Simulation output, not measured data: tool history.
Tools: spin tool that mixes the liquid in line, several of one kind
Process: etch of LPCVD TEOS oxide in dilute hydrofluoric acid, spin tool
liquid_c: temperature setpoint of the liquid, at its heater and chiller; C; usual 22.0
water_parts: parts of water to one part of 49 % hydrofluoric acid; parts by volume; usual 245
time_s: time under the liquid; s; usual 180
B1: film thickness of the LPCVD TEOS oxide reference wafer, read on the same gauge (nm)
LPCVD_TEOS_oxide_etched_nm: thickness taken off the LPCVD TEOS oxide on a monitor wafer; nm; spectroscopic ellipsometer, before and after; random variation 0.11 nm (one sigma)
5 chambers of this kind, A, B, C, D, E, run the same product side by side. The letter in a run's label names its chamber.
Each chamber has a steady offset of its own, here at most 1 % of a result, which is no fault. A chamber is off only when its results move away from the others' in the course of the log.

{"day": 0.012, "done": "chamber B: thermometer replaced"}
{"run": "1E", "day": 0.296, "liquid_c": 22.0, "water_parts": 245, "time_s": 180, "B1": 140.0, "LPCVD_TEOS_oxide_etched_nm": 13.962}
{"run": "2A", "day": 0.538, "liquid_c": 22.0, "water_parts": 245, "time_s": 180, "B1": 139.94, "LPCVD_TEOS_oxide_etched_nm": 13.639}
{"run": "3C", "day": 0.771, "liquid_c": 22.0, "water_parts": 245, "time_s": 180, "B1": 140.0, "LPCVD_TEOS_oxide_etched_nm": 13.434}
{"run": "4D", "day": 0.988, "liquid_c": 22.0, "water_parts": 245, "time_s": 180, "B1": 140.04, "LPCVD_TEOS_oxide_etched_nm": 13.944}
{"run": "5B", "day": 1.288, "liquid_c": 22.0, "water_parts": 245, "time_s": 180, "B1": 140.01, "LPCVD_TEOS_oxide_etched_nm": 13.75}
{"run": "6D", "day": 1.688, "liquid_c": 22.0, "water_parts": 245, "time_s": 180, "B1": 140.0, "LPCVD_TEOS_oxide_etched_nm": 13.653}
{"run": "7E", "day": 1.888, "liquid_c": 22.0, "water_parts": 245, "time_s": 180, "B1": 140.0, "LPCVD_TEOS_oxide_etched_nm": 13.696}
{"day": 2.146, "done": "chamber D: hydrofluoric acid flow meter replaced"}
{"run": "8B", "day": 2.146, "liquid_c": 22.0, "water_parts": 350, "time_s": 180, "B1": 140.0, "LPCVD_TEOS_oxide_etched_nm": 8.6356}
{"run": "9C", "day": 2.571, "liquid_c": 22.0, "water_parts": 350, "time_s": 180, "B1": 140.03, "LPCVD_TEOS_oxide_etched_nm": 8.6051}
{"run": "10A", "day": 2.775, "liquid_c": 22.0, "water_parts": 350, "time_s": 180, "B1": 139.99, "LPCVD_TEOS_oxide_etched_nm": 8.622}
{"run": "11B", "day": 3.088, "liquid_c": 22.0, "water_parts": 350, "time_s": 180, "B1": 139.99, "LPCVD_TEOS_oxide_etched_nm": 8.5834}
{"run": "12A", "day": 3.504, "liquid_c": 22.0, "water_parts": 350, "time_s": 180, "B1": 140.0, "LPCVD_TEOS_oxide_etched_nm": 8.7478}
{"run": "13D", "day": 3.738, "liquid_c": 22.0, "water_parts": 245, "time_s": 180, "B1": 139.98, "LPCVD_TEOS_oxide_etched_nm": 13.858}
{"run": "14E", "day": 4.042, "liquid_c": 22.0, "water_parts": 245, "time_s": 180, "B1": 140.03, "LPCVD_TEOS_oxide_etched_nm": 13.532}
{"run": "15C", "day": 4.475, "liquid_c": 22.0, "water_parts": 245, "time_s": 180, "B1": 140.03, "LPCVD_TEOS_oxide_etched_nm": 13.777}
{"run": "16A", "day": 4.871, "liquid_c": 22.0, "water_parts": 245, "time_s": 180, "B1": 140.02, "LPCVD_TEOS_oxide_etched_nm": 13.512}
{"run": "17B", "day": 5.117, "liquid_c": 22.0, "water_parts": 245, "time_s": 180, "B1": 139.99, "LPCVD_TEOS_oxide_etched_nm": 13.526}
{"run": "18D", "day": 5.329, "liquid_c": 22.0, "water_parts": 245, "time_s": 180, "B1": 140.02, "LPCVD_TEOS_oxide_etched_nm": 13.737}
{"run": "19E", "day": 5.588, "liquid_c": 22.0, "water_parts": 245, "time_s": 180, "B1": 139.99, "LPCVD_TEOS_oxide_etched_nm": 13.444}
{"run": "20C", "day": 5.933, "liquid_c": 22.0, "water_parts": 245, "time_s": 180, "B1": 139.99, "LPCVD_TEOS_oxide_etched_nm": 13.605}
{"run": "21B", "day": 6.308, "liquid_c": 18.5, "water_parts": 245, "time_s": 180, "B1": 139.99, "LPCVD_TEOS_oxide_etched_nm": 11.901}
{"run": "22C", "day": 6.712, "liquid_c": 18.5, "water_parts": 245, "time_s": 180, "B1": 140.04, "LPCVD_TEOS_oxide_etched_nm": 11.953}
{"run": "23E", "day": 7.071, "liquid_c": 18.5, "water_parts": 245, "time_s": 180, "B1": 139.97, "LPCVD_TEOS_oxide_etched_nm": 11.681}
{"run": "24A", "day": 7.325, "liquid_c": 18.5, "water_parts": 245, "time_s": 180, "B1": 139.98, "LPCVD_TEOS_oxide_etched_nm": 11.985}
{"run": "25D", "day": 7.704, "liquid_c": 18.5, "water_parts": 245, "time_s": 180, "B1": 139.96, "LPCVD_TEOS_oxide_etched_nm": 12.231}
{"run": "26A", "day": 8.017, "liquid_c": 22.0, "water_parts": 245, "time_s": 240, "B1": 140.0, "LPCVD_TEOS_oxide_etched_nm": 18.087}
{"run": "27E", "day": 8.229, "liquid_c": 22.0, "water_parts": 245, "time_s": 240, "B1": 139.98, "LPCVD_TEOS_oxide_etched_nm": 17.887}
{"run": "28C", "day": 8.588, "liquid_c": 22.0, "water_parts": 245, "time_s": 240, "B1": 140.02, "LPCVD_TEOS_oxide_etched_nm": 18.245}
{"day": 8.833, "done": "chamber C: hydrofluoric acid flow meter replaced"}
{"run": "29B", "day": 8.896, "liquid_c": 22.0, "water_parts": 245, "time_s": 240, "B1": 139.94, "LPCVD_TEOS_oxide_etched_nm": 17.961}
{"run": "30D", "day": 9.221, "liquid_c": 22.0, "water_parts": 245, "time_s": 240, "B1": 139.97, "LPCVD_TEOS_oxide_etched_nm": 18.589}
{"run": "31D", "day": 9.508, "liquid_c": 22.0, "water_parts": 245, "time_s": 180, "B1": 139.95, "LPCVD_TEOS_oxide_etched_nm": 13.868}
{"run": "32C", "day": 9.917, "liquid_c": 22.0, "water_parts": 350, "time_s": 180, "B1": 139.95, "LPCVD_TEOS_oxide_etched_nm": 8.7767}
{"run": "33B", "day": 10.346, "liquid_c": 22.0, "water_parts": 350, "time_s": 180, "B1": 140.02, "LPCVD_TEOS_oxide_etched_nm": 8.5922}
{"run": "34A", "day": 10.717, "liquid_c": 22.0, "water_parts": 350, "time_s": 180, "B1": 140.01, "LPCVD_TEOS_oxide_etched_nm": 8.5356}
{"run": "35E", "day": 11.008, "liquid_c": 22.0, "water_parts": 350, "time_s": 180, "B1": 140.06, "LPCVD_TEOS_oxide_etched_nm": 8.2159}
{"run": "36E", "day": 11.283, "liquid_c": 22.0, "water_parts": 350, "time_s": 180, "B1": 140.01, "LPCVD_TEOS_oxide_etched_nm": 8.2072}
{"run": "37B", "day": 11.546, "liquid_c": 22.0, "water_parts": 245, "time_s": 180, "B1": 140.0, "LPCVD_TEOS_oxide_etched_nm": 13.667}
{"run": "38D", "day": 11.754, "liquid_c": 22.0, "water_parts": 245, "time_s": 180, "B1": 140.02, "LPCVD_TEOS_oxide_etched_nm": 13.869}

Is one chamber off against the others, does the gauge drift, or is nothing wrong? If a chamber is off, say which, and what the likeliest cause is.

Chamber E drifts away from the others.
Cause: hydrofluoric acid flow below the setpoint (%) = 3.88.
The log may not tell that from: liquid colder than its thermometer reads (K).

Here are 4 candidates for chamber E's next run, each the usual settings with a change, their results left as question marks. Which one brings its results back in line with what the others give on the usual settings?
In line means no further than this from the other chambers' mean on the usual settings: LPCVD_TEOS_oxide_etched_nm 0.4000 nm
{"run": "39E-1", "day": 12.079, "liquid_c": 22.0, "water_parts": 245, "time_s": 165, "LPCVD_TEOS_oxide_etched_nm": "?"}
{"run": "39E-2", "day": 12.079, "liquid_c": 22.0, "water_parts": 250, "time_s": 175, "LPCVD_TEOS_oxide_etched_nm": "?"}
{"run": "39E-3", "day": 12.079, "liquid_c": 22.0, "water_parts": 245, "time_s": 200, "LPCVD_TEOS_oxide_etched_nm": "?"}
{"run": "39E-4", "day": 12.079, "liquid_c": 23.0, "water_parts": 245, "time_s": 180, "LPCVD_TEOS_oxide_etched_nm": "?"}

The other chambers' mean on the usual settings: LPCVD_TEOS_oxide_etched_nm 13.7040 nm
run=39E-1 LPCVD_TEOS_oxide_etched_nm=12.0450
run=39E-2 LPCVD_TEOS_oxide_etched_nm=12.4550
run=39E-3 LPCVD_TEOS_oxide_etched_nm=14.6000
run=39E-4 LPCVD_TEOS_oxide_etched_nm=13.6360
39E-4 brings the chamber back in line.

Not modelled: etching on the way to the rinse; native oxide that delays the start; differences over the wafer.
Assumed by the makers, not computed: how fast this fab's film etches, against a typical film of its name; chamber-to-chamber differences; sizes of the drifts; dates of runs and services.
